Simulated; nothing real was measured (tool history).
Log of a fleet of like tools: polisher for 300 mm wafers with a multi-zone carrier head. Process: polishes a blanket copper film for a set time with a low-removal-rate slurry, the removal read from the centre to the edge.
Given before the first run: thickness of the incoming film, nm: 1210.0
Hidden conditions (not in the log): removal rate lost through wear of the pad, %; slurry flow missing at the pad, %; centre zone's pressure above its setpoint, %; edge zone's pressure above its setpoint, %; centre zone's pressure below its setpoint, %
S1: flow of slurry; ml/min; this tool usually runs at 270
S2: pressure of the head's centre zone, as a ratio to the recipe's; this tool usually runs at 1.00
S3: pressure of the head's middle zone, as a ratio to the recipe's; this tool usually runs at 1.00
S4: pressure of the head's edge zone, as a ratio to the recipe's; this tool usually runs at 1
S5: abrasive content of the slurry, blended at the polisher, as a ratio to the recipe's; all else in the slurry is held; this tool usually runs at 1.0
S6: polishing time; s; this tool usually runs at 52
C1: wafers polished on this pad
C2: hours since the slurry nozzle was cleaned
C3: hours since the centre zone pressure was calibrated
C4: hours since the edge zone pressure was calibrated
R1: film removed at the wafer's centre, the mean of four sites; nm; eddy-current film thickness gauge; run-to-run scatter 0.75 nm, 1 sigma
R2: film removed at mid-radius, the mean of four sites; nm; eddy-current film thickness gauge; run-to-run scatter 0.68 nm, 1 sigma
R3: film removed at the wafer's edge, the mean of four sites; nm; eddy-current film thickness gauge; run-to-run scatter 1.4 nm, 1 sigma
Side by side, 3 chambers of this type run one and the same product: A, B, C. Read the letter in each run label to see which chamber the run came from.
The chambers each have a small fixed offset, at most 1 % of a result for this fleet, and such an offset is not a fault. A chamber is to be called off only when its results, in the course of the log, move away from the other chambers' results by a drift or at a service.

Run 1C, hour 6.7: usual settings; C1 466; C2 170.2; C3 720.2; C4 158.7. Result: R1 101.420 nm, R2 101.590 nm, R3 101.610 nm.
Run 2A, hour 14.7: usual settings; C1 462; C2 575.9; C3 1182.7; C4 610.7. Result: R1 100.190 nm, R2 99.211 nm, R3 103.670 nm.
Run 3B, hour 25.6: usual settings; C1 928; C2 651.9; C3 107.3; C4 298.2. Result: R1 103.620 nm, R2 102.640 nm, R3 102.320 nm.
Run 4C, hour 39.7: usual settings; C1 992; C2 203.2; C3 753.2; C4 191.7. Result: R1 101.260 nm, R2 101.330 nm, R3 101.740 nm.
Run 5A, hour 50.4: usual settings but S2 0.95; C1 1030; C2 611.6; C3 1218.4; C4 646.4. Result: R1 94.753 nm, R2 100.760 nm, R3 100.190 nm.
At hour 54.0: chamber A: worn pad replaced by a new one.
Run 6B, hour 60.1: usual settings but S2 0.95; C1 1477; C2 686.4; C3 141.8; C4 332.7. Result: R1 96.265 nm, R2 102.140 nm, R3 98.200 nm.
At hour 64.0: chamber C: worn pad replaced by a new one.
Run 7C, hour 71.0: usual settings but S2 0.95; C1 111; C2 234.5; C3 784.5; C4 223.0. Result: R1 96.942 nm, R2 101.890 nm, R3 101.450 nm.
Run 8B, hour 82.8: usual settings; C1 1838; C2 709.1; C3 164.5; C4 355.4. Result: R1 101.500 nm, R2 101.100 nm, R3 99.772 nm.
At hour 82.9: chamber A: centre zone pressure recalibrated.
Run 9A, hour 89.9: usual settings; C1 571; C2 651.1; C3 7.1; C4 685.9. Result: R1 101.050 nm, R2 99.493 nm, R3 103.940 nm.
At hour 92.0: chamber C: slurry nozzle cleaned.
Run 10A, hour 102.3: usual settings; C1 769; C2 663.5; C3 19.5; C4 698.3. Result: R1 99.991 nm, R2 98.507 nm, R3 102.190 nm.
Run 11C, hour 110.4: usual settings; C1 738; C2 18.4; C3 823.9; C4 262.4. Result: R1 101.080 nm, R2 100.930 nm, R3 101.030 nm.
Run 12B, hour 119.3: usual settings; C1 2419; C2 745.6; C3 201.0; C4 391.9. Result: R1 100.270 nm, R2 99.854 nm, R3 99.366 nm.
At hour 122.9: chamber A: worn pad replaced by a new one.
Run 13B, hour 129.9: usual settings; C1 2588; C2 756.2; C3 211.6; C4 402.5. Result: R1 100.850 nm, R2 99.781 nm, R3 100.470 nm.
Run 14C, hour 138.4: usual settings but S3 1.04; C1 1184; C2 46.4; C3 851.9; C4 290.4. Result: R1 101.580 nm, R2 106.160 nm, R3 101.470 nm.
At hour 143.0: chamber A: slurry nozzle cleaned.
At hour 145.8: chamber C: worn pad replaced by a new one.
Run 15A, hour 148.1: usual settings but S3 1.04; C1 401; C2 5.1; C3 65.3; C4 744.1. Result: R1 99.724 nm, R2 103.620 nm, R3 100.110 nm.
Run 16C, hour 159.1: usual settings but S3 1.04; C1 213; C2 67.1; C3 872.6; C4 311.1. Result: R1 100.350 nm, R2 105.280 nm, R3 102.560 nm.
Run 17A, hour 165.8: usual settings; C1 683; C2 22.8; C3 83.0; C4 761.8. Result: R1 99.960 nm, R2 101.000 nm, R3 103.700 nm.
Run 18B, hour 175.2: usual settings; C1 3309; C2 801.5; C3 256.9; C4 447.8. Result: R1 99.478 nm, R2 97.907 nm, R3 99.056 nm.
Run 19B, hour 185.9: usual settings; C1 3480; C2 812.2; C3 267.6; C4 458.5. Result: R1 98.632 nm, R2 97.707 nm, R3 97.830 nm.
At hour 187.4: chamber A: worn pad replaced by a new one.
Run 20A, hour 197.4: usual settings but S3 1.08, S5 1.2; C1 159; C2 54.4; C3 114.6; C4 793.4. Result: R1 103.840 nm, R2 111.380 nm, R3 108.670 nm.
Run 21C, hour 206.5: usual settings but S3 1.08, S5 1.2; C1 967; C2 114.5; C3 920.0; C4 358.5. Result: R1 104.970 nm, R2 114.640 nm, R3 107.230 nm.
At hour 212.7: chamber B: centre zone pressure recalibrated.
At hour 219.0: chamber C: worn pad replaced by a new one.
Run 22B, hour 219.2: usual settings but S3 1.08, S5 1.2; C1 4010; C2 845.5; C3 6.6; C4 491.8. Result: R1 101.690 nm, R2 108.310 nm, R3 99.058 nm.
Run 23A, hour 230.9: usual settings but S6 42 s; C1 693; C2 87.9; C3 148.1; C4 826.9. Result: R1 79.909 nm, R2 80.224 nm, R3 80.882 nm.
Run 24C, hour 240.3: usual settings but S6 42 s; C1 340; C2 148.3; C3 953.8; C4 392.3. Result: R1 81.375 nm, R2 82.499 nm, R3 81.805 nm.
At hour 247.3: chamber A: worn pad replaced by a new one.
Run 25C, hour 248.5: usual settings but S6 42 s; C1 471; C2 156.5; C3 962.0; C4 400.5. Result: R1 82.975 nm, R2 84.032 nm, R3 83.755 nm.
Run 26A, hour 254.7: usual settings; C1 118; C2 111.7; C3 171.9; C4 850.7. Result: R1 101.990 nm, R2 99.960 nm, R3 102.950 nm.
Run 27B, hour 264.8: usual settings but S5 0.8; C1 4735; C2 891.1; C3 52.2; C4 537.4. Result: R1 91.740 nm, R2 91.760 nm, R3 91.440 nm.
Run 28A, hour 274.3: usual settings but S5 0.8; C1 430; C2 131.3; C3 191.5; C4 870.3. Result: R1 95.642 nm, R2 95.017 nm, R3 96.085 nm.

What goes on in this fleet: one chamber off, a drifting gauge, or nothing beyond the chambers' own small offsets? Name the chamber and the cause, if any.

One chamber, B, drifts off from the rest bit by bit.
Likeliest cause: removal rate lost through wear of the pad, % = 6.05.
The log might look much the same if the cause were instead: slurry flow missing at the pad, %.

Chamber B could run next with any of the 4 candidate recipes listed below; each alters the usual settings, and their results appear as question marks. Which one brings its results back in line with what the other chambers deliver on the usual settings?
To be in line, a result may differ from the other chambers' mean on the usual settings by at most: R1 2.600 nm; R2 2.400 nm; R3 4.900 nm
Run 29B-1, hour 284.4: usual settings but S2 0.99, S3 0.99, S4 1.01, S6 55 s. Result: R1 ?, R2 ?, R3 ?.
Run 29B-2, hour 284.4: usual settings but S2 1.01, S3 1.01, S4 0.99, S6 49 s. Result: R1 ?, R2 ?, R3 ?.
Run 29B-3, hour 284.4: usual settings but S2 0.98, S3 0.99, S4 1.02, S6 58 s. Result: R1 ?, R2 ?, R3 ?.
Run 29B-4, hour 284.4: usual settings but S2 1.02, S3 1.01, S4 0.98, S6 46 s. Result: R1 ?, R2 ?, R3 ?.

Average result of the remaining chambers running the usual settings: R1 100.710 nm; R2 101.260 nm; R3 102.010 nm
  run       R1       R2       R3
29B-1  100.750  100.450  101.480
29B-2   91.741   91.159   89.423
29B-3  105.080  105.930  107.580
29B-4   87.047   85.574   83.497
The answer is 29B-1, which returns the chamber to within the allowed miss of the others.
